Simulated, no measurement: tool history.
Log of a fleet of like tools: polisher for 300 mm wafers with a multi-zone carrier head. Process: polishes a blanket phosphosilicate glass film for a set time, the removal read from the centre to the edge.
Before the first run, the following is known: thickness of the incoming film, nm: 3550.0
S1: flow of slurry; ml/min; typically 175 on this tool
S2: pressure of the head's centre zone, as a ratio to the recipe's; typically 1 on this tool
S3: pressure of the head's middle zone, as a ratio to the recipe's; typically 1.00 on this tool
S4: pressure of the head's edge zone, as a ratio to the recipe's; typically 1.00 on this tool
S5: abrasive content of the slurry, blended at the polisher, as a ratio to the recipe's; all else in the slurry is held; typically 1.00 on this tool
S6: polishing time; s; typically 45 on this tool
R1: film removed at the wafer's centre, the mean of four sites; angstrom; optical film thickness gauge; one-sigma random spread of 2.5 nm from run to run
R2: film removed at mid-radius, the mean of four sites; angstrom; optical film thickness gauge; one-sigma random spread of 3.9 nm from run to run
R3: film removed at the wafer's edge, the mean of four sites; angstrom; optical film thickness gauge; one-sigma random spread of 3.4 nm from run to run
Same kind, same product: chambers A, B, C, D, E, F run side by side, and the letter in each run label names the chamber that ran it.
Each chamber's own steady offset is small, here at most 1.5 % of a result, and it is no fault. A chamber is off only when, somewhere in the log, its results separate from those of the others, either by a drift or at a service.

Run 1A, hour 9.0: usual settings. Result: R1 2629.5 angstrom, R2 2700.7 angstrom, R3 2607.5 angstrom.
At hour 11.7: chamber F: centre zone pressure recalibrated.
At hour 15.0: chamber B: edge zone pressure recalibrated.
Run 2F, hour 20.1: usual settings. Result: R1 2628.3 angstrom, R2 2593.0 angstrom, R3 2665.3 angstrom.
At hour 23.3: chamber D: worn pad replaced by a new one.
Run 3E, hour 27.6: usual settings. Result: R1 2634.7 angstrom, R2 2684.9 angstrom, R3 2638.5 angstrom.
At hour 29.0: chamber F: worn pad replaced by a new one.
At hour 31.7: chamber A: centre zone pressure recalibrated.
At hour 32.6: chamber C: worn pad replaced by a new one.
At hour 35.6: chamber B: worn pad replaced by a new one.
Run 4C, hour 35.8: usual settings. Result: R1 2604.9 angstrom, R2 2663.4 angstrom, R3 2659.0 angstrom.
Run 5B, hour 44.6: usual settings. Result: R1 2636.4 angstrom, R2 2637.9 angstrom, R3 2589.6 angstrom.
Run 6D, hour 53.9: usual settings but S4 0.96, S6 51 s. Result: R1 2975.8 angstrom, R2 2982.9 angstrom, R3 2952.5 angstrom.
At hour 60.6: chamber E: worn pad replaced by a new one.
Run 7B, hour 64.5: usual settings but S4 0.96, S6 51 s. Result: R1 3008.4 angstrom, R2 3008.2 angstrom, R3 2957.9 angstrom.
At hour 69.8: chamber E: centre zone pressure recalibrated.
Run 8F, hour 75.1: usual settings but S4 0.96, S6 51 s. Result: R1 2927.6 angstrom, R2 2981.7 angstrom, R3 2885.8 angstrom.
Run 9C, hour 85.0: usual settings but S4 0.96, S6 51 s. Result: R1 2974.3 angstrom, R2 3004.3 angstrom, R3 2963.2 angstrom.
Run 10A, hour 90.1: usual settings but S4 0.96, S6 51 s. Result: R1 2979.1 angstrom, R2 2948.4 angstrom, R3 2999.5 angstrom.
At hour 90.3: chamber B: worn pad replaced by a new one.
At hour 94.3: chamber F: slurry nozzle cleaned.
At hour 95.2: chamber D: edge zone pressure recalibrated.
Run 11E, hour 96.7: usual settings but S4 0.96, S6 51 s. Result: R1 2898.5 angstrom, R2 3004.1 angstrom, R3 2953.8 angstrom.
At hour 98.3: chamber A: slurry nozzle cleaned.
Run 12D, hour 105.1: usual settings. Result: R1 2643.7 angstrom, R2 2616.6 angstrom, R3 2624.7 angstrom.
At hour 105.6: chamber F: worn pad replaced by a new one.
Run 13E, hour 112.0: usual settings. Result: R1 2645.7 angstrom, R2 2641.1 angstrom, R3 2699.8 angstrom.
At hour 118.1: chamber D: worn pad replaced by a new one.
Run 14B, hour 118.2: usual settings but S1 155 ml/min. Result: R1 2563.7 angstrom, R2 2584.9 angstrom, R3 2631.8 angstrom.
Run 15D, hour 123.1: usual settings but S1 155 ml/min. Result: R1 2601.6 angstrom, R2 2500.1 angstrom, R3 2623.2 angstrom.
At hour 129.1: chamber C: slurry nozzle cleaned.
Run 16C, hour 133.2: usual settings but S1 155 ml/min. Result: R1 2502.3 angstrom, R2 2623.4 angstrom, R3 2624.1 angstrom.
At hour 139.0: chamber B: slurry nozzle cleaned.
Run 17A, hour 139.2: usual settings but S1 155 ml/min. Result: R1 2486.1 angstrom, R2 2533.2 angstrom, R3 2544.8 angstrom.
At hour 143.3: chamber B: worn pad replaced by a new one.
Run 18F, hour 144.9: usual settings but S1 155 ml/min. Result: R1 2553.2 angstrom, R2 2677.6 angstrom, R3 2609.7 angstrom.
At hour 148.1: chamber C: worn pad replaced by a new one.
Run 19F, hour 156.2: usual settings but S1 155 ml/min. Result: R1 2553.4 angstrom, R2 2599.5 angstrom, R3 2640.4 angstrom.
At hour 163.0: chamber E: worn pad replaced by a new one.
Run 20E, hour 163.1: usual settings. Result: R1 2592.8 angstrom, R2 2698.8 angstrom, R3 2595.3 angstrom.
Run 21D, hour 170.5: usual settings but S1 140 ml/min, S4 0.90. Result: R1 2538.7 angstrom, R2 2525.7 angstrom, R3 2416.1 angstrom.
Run 22B, hour 175.4: usual settings but S1 140 ml/min, S4 0.90. Result: R1 2569.5 angstrom, R2 2530.8 angstrom, R3 2390.1 angstrom.
At hour 184.9: chamber F: worn pad replaced by a new one.
Run 23C, hour 185.8: usual settings but S1 140 ml/min, S4 0.90. Result: R1 2468.7 angstrom, R2 2560.6 angstrom, R3 2453.0 angstrom.
Run 24A, hour 191.3: usual settings but S1 140 ml/min, S4 0.90. Result: R1 2370.3 angstrom, R2 2388.2 angstrom, R3 2313.9 angstrom.
Run 25D, hour 197.8: usual settings but S1 140 ml/min, S4 0.90. Result: R1 2472.3 angstrom, R2 2496.0 angstrom, R3 2453.7 angstrom.
At hour 200.7: chamber B: worn pad replaced by a new one.
At hour 202.1: chamber D: worn pad replaced by a new one.
Run 26B, hour 208.1: usual settings but S1 140 ml/min, S4 0.90. Result: R1 2532.2 angstrom, R2 2512.8 angstrom, R3 2432.4 angstrom.
Run 27A, hour 219.0: usual settings. Result: R1 2451.4 angstrom, R2 2473.3 angstrom, R3 2424.1 angstrom.
Run 28E, hour 227.7: usual settings. Result: R1 2584.5 angstrom, R2 2573.1 angstrom, R3 2610.8 angstrom.
Run 29F, hour 233.4: usual settings. Result: R1 2615.5 angstrom, R2 2634.0 angstrom, R3 2618.3 angstrom.
Run 30C, hour 242.2: usual settings. Result: R1 2576.6 angstrom, R2 2635.7 angstrom, R3 2654.5 angstrom.
Run 31A, hour 250.7: usual settings. Result: R1 2408.4 angstrom, R2 2489.6 angstrom, R3 2439.6 angstrom.
At hour 256.2: chamber C: worn pad replaced by a new one.
At hour 260.2: chamber F: worn pad replaced by a new one.
Run 32D, hour 261.3: usual settings. Result: R1 2578.7 angstrom, R2 2656.9 angstrom, R3 2627.5 angstrom.
At hour 267.4: chamber E: worn pad replaced by a new one.
At hour 269.4: chamber B: worn pad replaced by a new one.
Run 33E, hour 272.3: usual settings. Result: R1 2611.1 angstrom, R2 2672.2 angstrom, R3 2659.5 angstrom.
Run 34B, hour 277.9: usual settings. Result: R1 2689.8 angstrom, R2 2606.8 angstrom, R3 2604.3 angstrom.
At hour 281.8: chamber D: worn pad replaced by a new one.
Run 35F, hour 284.6: usual settings. Result: R1 2612.7 angstrom, R2 2674.1 angstrom, R3 2680.6 angstrom.
Run 36C, hour 289.9: usual settings but S1 140 ml/min, S5 0.85. Result: R1 2377.5 angstrom, R2 2403.6 angstrom, R3 2392.1 angstrom.
Run 37F, hour 299.6: usual settings but S1 140 ml/min, S5 0.85. Result: R1 2314.7 angstrom, R2 2383.0 angstrom, R3 2390.7 angstrom.
Run 38D, hour 304.6: usual settings but S1 140 ml/min, S5 0.85. Result: R1 2334.0 angstrom, R2 2330.5 angstrom, R3 2402.8 angstrom.

One chamber off, gauge drift, or nothing amiss beyond the chambers' own small offsets? If it is a chamber, which one, and what is the likeliest cause?

Chamber A drifts away from the others.
What lies behind it: removal rate lost through wear of the pad, % = 12.1.

Which of the 4 candidates below, each the usual settings with something changed and its results left as question marks, puts chamber A back in line with what the other chambers give on the usual settings?
In-line tolerance around the mean of the other chambers on the usual settings: R1 86.0 angstrom; R2 140.0 angstrom; R3 120.0 angstrom
Run 39A-1, hour 312.8: usual settings but S3 1.01, S4 0.99, S5 0.95, S6 41 s. Result: R1 ?, R2 ?, R3 ?.
Run 39A-2, hour 312.8: usual settings but S2 1.01, S5 1.05, S6 50 s. Result: R1 ?, R2 ?, R3 ?.
Run 39A-3, hour 312.8: usual settings but S6 48 s. Result: R1 ?, R2 ?, R3 ?.
Run 39A-4, hour 312.8: usual settings but S6 42 s. Result: R1 ?, R2 ?, R3 ?.

Other chambers, usual settings, mean: R1 2629.0 angstrom; R2 2645.4 angstrom; R3 2653.8 angstrom
  run      R1      R2      R3
39A-1  2042.9  2131.2  2077.2
39A-2  2640.7  2700.4  2670.2
39A-3  2451.1  2534.3  2505.8
39A-4  2144.7  2217.5  2192.6
It is 39A-2 that realigns the chamber with its peers.

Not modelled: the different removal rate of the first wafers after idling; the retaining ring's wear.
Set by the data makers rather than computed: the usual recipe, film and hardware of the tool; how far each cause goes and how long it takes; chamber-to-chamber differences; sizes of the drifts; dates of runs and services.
